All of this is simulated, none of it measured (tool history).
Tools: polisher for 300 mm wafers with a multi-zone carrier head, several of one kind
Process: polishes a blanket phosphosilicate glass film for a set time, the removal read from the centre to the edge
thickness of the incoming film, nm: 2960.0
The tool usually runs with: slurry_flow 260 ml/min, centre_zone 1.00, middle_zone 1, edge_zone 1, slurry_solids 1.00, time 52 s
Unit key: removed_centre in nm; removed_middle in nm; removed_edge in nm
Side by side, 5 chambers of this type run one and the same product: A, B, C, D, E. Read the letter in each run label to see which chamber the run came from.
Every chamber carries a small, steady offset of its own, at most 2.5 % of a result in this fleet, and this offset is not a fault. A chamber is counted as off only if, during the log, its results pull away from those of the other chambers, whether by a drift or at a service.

-- hour=3.8 chamber A: slurry nozzle cleaned
run 1B hour=11.8 | slurry_flow=260 centre_zone=1.00 middle_zone=1 edge_zone=1 slurry_solids=1.00 time=52 | removed_centre=350.66 removed_middle=352.46 removed_edge=355.83
run 2C hour=19.3 | slurry_flow=260 centre_zone=1.00 middle_zone=1 edge_zone=1 slurry_solids=1.00 time=52 | removed_centre=363.41 removed_middle=343.27 removed_edge=353.71
run 3E hour=27.1 | slurry_flow=260 centre_zone=1.00 middle_zone=1 edge_zone=1 slurry_solids=1.00 time=52 | removed_centre=364.14 removed_middle=358.38 removed_edge=357.88
-- hour=28.0 chamber B: slurry nozzle cleaned
-- hour=36.1 chamber C: centre zone pressure recalibrated
-- hour=36.4 chamber E: worn pad replaced by a new one
run 4D hour=39.4 | slurry_flow=260 centre_zone=1.00 middle_zone=1 edge_zone=1 slurry_solids=1.00 time=52 | removed_centre=363.43 removed_middle=366.78 removed_edge=360.78
-- hour=51.4 chamber E: edge zone pressure recalibrated
-- hour=51.6 chamber C: worn pad replaced by a new one
run 5A hour=52.5 | slurry_flow=260 centre_zone=1.00 middle_zone=1 edge_zone=1 slurry_solids=1.00 time=52 | removed_centre=350.76 removed_middle=351.60 removed_edge=356.92
-- hour=61.5 chamber A: centre zone pressure recalibrated
-- hour=61.8 chamber A: worn pad replaced by a new one
-- hour=65.6 chamber D: worn pad replaced by a new one
run 6D hour=68.5 | slurry_flow=260 centre_zone=1.00 middle_zone=1 edge_zone=1 slurry_solids=1.25 time=52 | removed_centre=395.28 removed_middle=397.15 removed_edge=406.63
run 7E hour=84.4 | slurry_flow=260 centre_zone=1.00 middle_zone=1 edge_zone=1 slurry_solids=1.25 time=52 | removed_centre=390.95 removed_middle=378.94 removed_edge=393.61
run 8C hour=93.9 | slurry_flow=260 centre_zone=1.00 middle_zone=1 edge_zone=1 slurry_solids=1.25 time=52 | removed_centre=384.88 removed_middle=394.64 removed_edge=391.30
run 9B hour=108.3 | slurry_flow=260 centre_zone=1.00 middle_zone=1 edge_zone=1 slurry_solids=1.25 time=52 | removed_centre=382.09 removed_middle=399.71 removed_edge=393.01
-- hour=110.5 chamber D: edge zone pressure recalibrated
run 10A hour=119.2 | slurry_flow=260 centre_zone=1.00 middle_zone=1 edge_zone=1 slurry_solids=1.25 time=52 | removed_centre=391.06 removed_middle=398.05 removed_edge=387.81
-- hour=124.9 chamber E: worn pad replaced by a new one
-- hour=126.6 chamber B: centre zone pressure recalibrated
run 11B hour=127.6 | slurry_flow=260 centre_zone=1.00 middle_zone=1 edge_zone=1 slurry_solids=1.00 time=52 | removed_centre=362.98 removed_middle=351.39 removed_edge=355.59
-- hour=130.1 chamber E: slurry nozzle cleaned
run 12A hour=140.2 | slurry_flow=180 centre_zone=1.00 middle_zone=1 edge_zone=1 slurry_solids=1.00 time=66 | removed_centre=432.13 removed_middle=422.63 removed_edge=437.26
run 13D hour=149.9 | slurry_flow=180 centre_zone=1.00 middle_zone=1 edge_zone=1 slurry_solids=1.00 time=66 | removed_centre=423.00 removed_middle=430.28 removed_edge=441.34
-- hour=153.3 chamber D: worn pad replaced by a new one
-- hour=155.0 chamber A: worn pad replaced by a new one
run 14E hour=159.0 | slurry_flow=180 centre_zone=1.00 middle_zone=1 edge_zone=1 slurry_solids=1.00 time=66 | removed_centre=437.34 removed_middle=427.10 removed_edge=442.67
-- hour=160.7 chamber C: worn pad replaced by a new one
run 15C hour=173.9 | slurry_flow=180 centre_zone=1.00 middle_zone=1 edge_zone=1 slurry_solids=1.00 time=66 | removed_centre=431.21 removed_middle=422.38 removed_edge=431.07
run 16D hour=183.4 | slurry_flow=180 centre_zone=1.00 middle_zone=1 edge_zone=1 slurry_solids=1.00 time=66 | removed_centre=427.52 removed_middle=433.39 removed_edge=454.01
run 17E hour=194.1 | slurry_flow=260 centre_zone=1.00 middle_zone=1 edge_zone=1 slurry_solids=1.00 time=52 | removed_centre=357.43 removed_middle=356.15 removed_edge=356.61
run 18C hour=204.8 | slurry_flow=260 centre_zone=1.00 middle_zone=1 edge_zone=1 slurry_solids=1.00 time=52 | removed_centre=349.80 removed_middle=351.83 removed_edge=355.45
-- hour=213.5 chamber B: edge zone pressure recalibrated
run 19B hour=214.8 | slurry_flow=260 centre_zone=0.90 middle_zone=1 edge_zone=1 slurry_solids=1.00 time=65 | removed_centre=379.02 removed_middle=433.03 removed_edge=431.28
-- hour=225.6 chamber A: worn pad replaced by a new one
run 20A hour=226.5 | slurry_flow=260 centre_zone=0.90 middle_zone=1 edge_zone=1 slurry_solids=1.00 time=65 | removed_centre=393.50 removed_middle=444.25 removed_edge=442.44
run 21D hour=238.2 | slurry_flow=260 centre_zone=0.90 middle_zone=1 edge_zone=1 slurry_solids=1.00 time=65 | removed_centre=393.89 removed_middle=447.80 removed_edge=449.25
-- hour=238.4 chamber E: worn pad replaced by a new one
-- hour=245.8 chamber D: worn pad replaced by a new one
run 22E hour=248.1 | slurry_flow=260 centre_zone=0.90 middle_zone=1 edge_zone=1 slurry_solids=1.00 time=65 | removed_centre=402.41 removed_middle=435.33 removed_edge=445.66
run 23B hour=257.3 | slurry_flow=260 centre_zone=0.90 middle_zone=1 edge_zone=1 slurry_solids=1.00 time=65 | removed_centre=368.52 removed_middle=417.68 removed_edge=412.41
run 24C hour=268.9 | slurry_flow=260 centre_zone=1.00 middle_zone=1 edge_zone=1 slurry_solids=1.00 time=52 | removed_centre=354.40 removed_middle=355.01 removed_edge=352.42
-- hour=272.0 chamber C: worn pad replaced by a new one
run 25A hour=281.5 | slurry_flow=260 centre_zone=1.00 middle_zone=1 edge_zone=1 slurry_solids=1.00 time=52 | removed_centre=353.05 removed_middle=354.94 removed_edge=355.64
run 26E hour=297.8 | slurry_flow=175 centre_zone=1.11 middle_zone=1 edge_zone=1 slurry_solids=1.00 time=52 | removed_centre=369.40 removed_middle=338.00 removed_edge=341.66
-- hour=300.1 chamber A: slurry nozzle cleaned
run 27B hour=308.6 | slurry_flow=175 centre_zone=1.11 middle_zone=1 edge_zone=1 slurry_solids=1.00 time=52 | removed_centre=338.39 removed_middle=307.92 removed_edge=310.37
-- hour=308.7 chamber A: worn pad replaced by a new one
-- hour=315.0 chamber C: slurry nozzle cleaned
run 28D hour=322.4 | slurry_flow=175 centre_zone=1.11 middle_zone=1 edge_zone=1 slurry_solids=1.00 time=52 | removed_centre=372.26 removed_middle=331.48 removed_edge=348.73
run 29C hour=333.3 | slurry_flow=175 centre_zone=1.11 middle_zone=1 edge_zone=1 slurry_solids=1.00 time=52 | removed_centre=376.94 removed_middle=325.22 removed_edge=337.46
run 30A hour=344.3 | slurry_flow=175 centre_zone=1.11 middle_zone=1 edge_zone=1 slurry_solids=1.00 time=52 | removed_centre=366.48 removed_middle=345.33 removed_edge=339.67
run 31A hour=357.2 | slurry_flow=260 centre_zone=1.00 middle_zone=1 edge_zone=1 slurry_solids=1.00 time=52 | removed_centre=361.09 removed_middle=351.34 removed_edge=356.53

All 5 chambers run these settings next. Forecast each chamber's results:
run 32A hour=369.0 | slurry_flow=260 centre_zone=1.00 middle_zone=1 edge_zone=1 slurry_solids=0.90 time=52 | removed_centre=? removed_middle=? removed_edge=?
run 32B hour=369.0 | slurry_flow=260 centre_zone=1.00 middle_zone=1 edge_zone=1 slurry_solids=0.90 time=52 | removed_centre=? removed_middle=? removed_edge=?
run 32C hour=369.0 | slurry_flow=260 centre_zone=1.00 middle_zone=1 edge_zone=1 slurry_solids=0.90 time=52 | removed_centre=? removed_middle=? removed_edge=?
run 32D hour=369.0 | slurry_flow=260 centre_zone=1.00 middle_zone=1 edge_zone=1 slurry_solids=0.90 time=52 | removed_centre=? removed_middle=? removed_edge=?
run 32E hour=369.0 | slurry_flow=260 centre_zone=1.00 middle_zone=1 edge_zone=1 slurry_solids=0.90 time=52 | removed_centre=? removed_middle=? removed_edge=?

run=32A removed_centre=336.23 removed_middle=339.12 removed_edge=340.57
run=32B removed_centre=293.88 removed_middle=295.43 removed_edge=294.26
run=32C removed_centre=340.07 removed_middle=345.23 removed_edge=336.41
run=32D removed_centre=341.46 removed_middle=331.48 removed_edge=348.95
run=32E removed_centre=336.13 removed_middle=328.28 removed_edge=336.57

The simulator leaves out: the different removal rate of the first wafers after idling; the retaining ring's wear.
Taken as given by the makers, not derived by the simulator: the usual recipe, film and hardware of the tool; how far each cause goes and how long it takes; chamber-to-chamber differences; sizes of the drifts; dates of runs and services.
